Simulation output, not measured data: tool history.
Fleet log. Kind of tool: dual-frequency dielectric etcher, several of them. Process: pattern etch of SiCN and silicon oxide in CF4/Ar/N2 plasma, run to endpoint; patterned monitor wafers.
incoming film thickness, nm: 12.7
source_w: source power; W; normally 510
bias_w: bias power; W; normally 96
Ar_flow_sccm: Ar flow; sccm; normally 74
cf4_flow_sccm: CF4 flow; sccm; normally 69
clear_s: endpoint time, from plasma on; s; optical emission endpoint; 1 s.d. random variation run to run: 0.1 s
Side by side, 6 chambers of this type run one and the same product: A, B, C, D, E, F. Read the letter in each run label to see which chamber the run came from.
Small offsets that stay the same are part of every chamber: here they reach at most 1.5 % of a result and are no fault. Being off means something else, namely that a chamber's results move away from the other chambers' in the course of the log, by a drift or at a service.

run,hour,source_w,bias_w,Ar_flow_sccm,cf4_flow_sccm,hours since the last wet clean,hours since the last source power generator calibration,hours since the last bias power generator calibration,hours since the last Ar flow controller change,hours since the last CF4 flow controller change,clear_s
1E,3.5,510,96,74,69,502.9,268.5,1772.2,705.6,1041.4,11.305
2B,7.1,510,96,74,69,216.7,791.5,1570.8,1778.6,2799.1,11.551
3A,10.6,510,96,74,69,221.5,1553.3,1532.8,1704,476.9,11.344
4F,13.8,510,96,74,69,407.9,1802.1,3943,876.6,3418,11.469
# hour 15.4: chamber E: wet clean of the chamber
# hour 16: chamber F: wet clean of the chamber
5C,18.1,510,96,74,69,534.9,588,1293.1,1967.8,4062.9,11.568
6D,22.9,510,96,74,69,261.2,1875.3,991.9,2122.7,381.6,11.247
7A,26.9,510,96,74,69,237.8,1569.6,1549.1,1720.3,493.2,11.269
8D,30.9,510,105,74,69,269.2,1883.3,999.9,2130.7,389.6,11.226
9F,34.9,510,105,74,69,18.9,1823.2,3964.1,897.7,3439.1,11.031
10C,39.1,510,105,74,69,555.9,609,1314.1,1988.8,4083.9,10.993
11E,43.9,510,105,74,69,28.6,308.9,1812.6,746,1081.8,11.104
12B,46.7,510,105,74,69,256.3,831.1,1610.4,1818.2,2838.7,11.263
13F,50.1,510,105,74,69,34.1,1838.4,3979.3,912.9,3454.3,11.085
14A,54.5,510,96,74,69,265.4,1597.2,1576.7,1747.9,520.8,11.507
15C,58.6,510,96,74,69,575.4,628.5,1333.6,2008.3,4103.4,11.538
16E,60.8,510,96,74,69,45.5,325.8,1829.5,762.9,1098.7,11.213
17B,64.6,510,96,74,69,274.2,849,1628.3,1836.1,2856.6,11.51
18D,67,510,96,74,69,305.3,1919.4,1036,2166.8,425.7,11.437
19E,71.6,510,96,74,69,56.3,336.6,1840.3,773.7,1109.5,11.354
20A,73.8,510,96,74,69,284.7,1616.5,1596,1767.2,540.1,11.43
21C,76.2,510,96,74,69,593,646.1,1351.2,2025.9,4121,11.428
22D,79.9,510,96,74,69,318.2,1932.3,1048.9,2179.7,438.6,11.579
23F,83.4,510,96,74,69,67.4,1871.7,4012.6,946.2,3487.6,11.585
24B,87.1,510,96,74,69,296.7,871.5,1650.8,1858.6,2879.1,11.442
25F,90.6,510,119,74,77,74.6,1878.9,4019.8,953.4,3494.8,10.449
26D,94.5,510,119,74,77,332.8,1946.9,1063.5,2194.3,453.2,10.549
27B,96.9,510,119,74,77,306.5,881.3,1660.6,1868.4,2888.9,10.445
28A,100.6,510,119,74,77,311.5,1643.3,1622.8,1794,566.9,10.723
29E,105.4,510,119,74,77,90.1,370.4,1874.1,807.5,1143.3,10.631
30C,108,510,119,74,77,624.8,677.9,1383,2057.7,4152.8,10.546
31F,112.2,510,96,74,69,96.2,1900.5,4041.4,975,3516.4,11.473
32E,116.5,510,96,74,69,101.2,381.5,1885.2,818.6,1154.4,11.323
33B,119.6,510,96,74,69,329.2,904,1683.3,1891.1,2911.6,11.539
34D,122,510,96,74,69,360.3,1974.4,1091,2221.8,480.7,11.321
35C,124.2,510,96,74,69,641,694.1,1399.2,2073.9,4169,11.412
36A,127.8,510,96,74,69,338.7,1670.5,1650,1821.2,594.1,11.77
37A,130.4,510,96,74,69,341.3,1673.1,1652.6,1823.8,596.7,11.54
38E,134.9,510,96,74,69,119.6,399.9,1903.6,837,1172.8,11.48

Which is it: a chamber that has drifted or been left off by a service, a gauge drift common to all chambers, or only each chamber's usual small offset? If a chamber is off, name it and its likeliest cause.

No chamber stands off beyond its own small offset, and the gauge holds steady.

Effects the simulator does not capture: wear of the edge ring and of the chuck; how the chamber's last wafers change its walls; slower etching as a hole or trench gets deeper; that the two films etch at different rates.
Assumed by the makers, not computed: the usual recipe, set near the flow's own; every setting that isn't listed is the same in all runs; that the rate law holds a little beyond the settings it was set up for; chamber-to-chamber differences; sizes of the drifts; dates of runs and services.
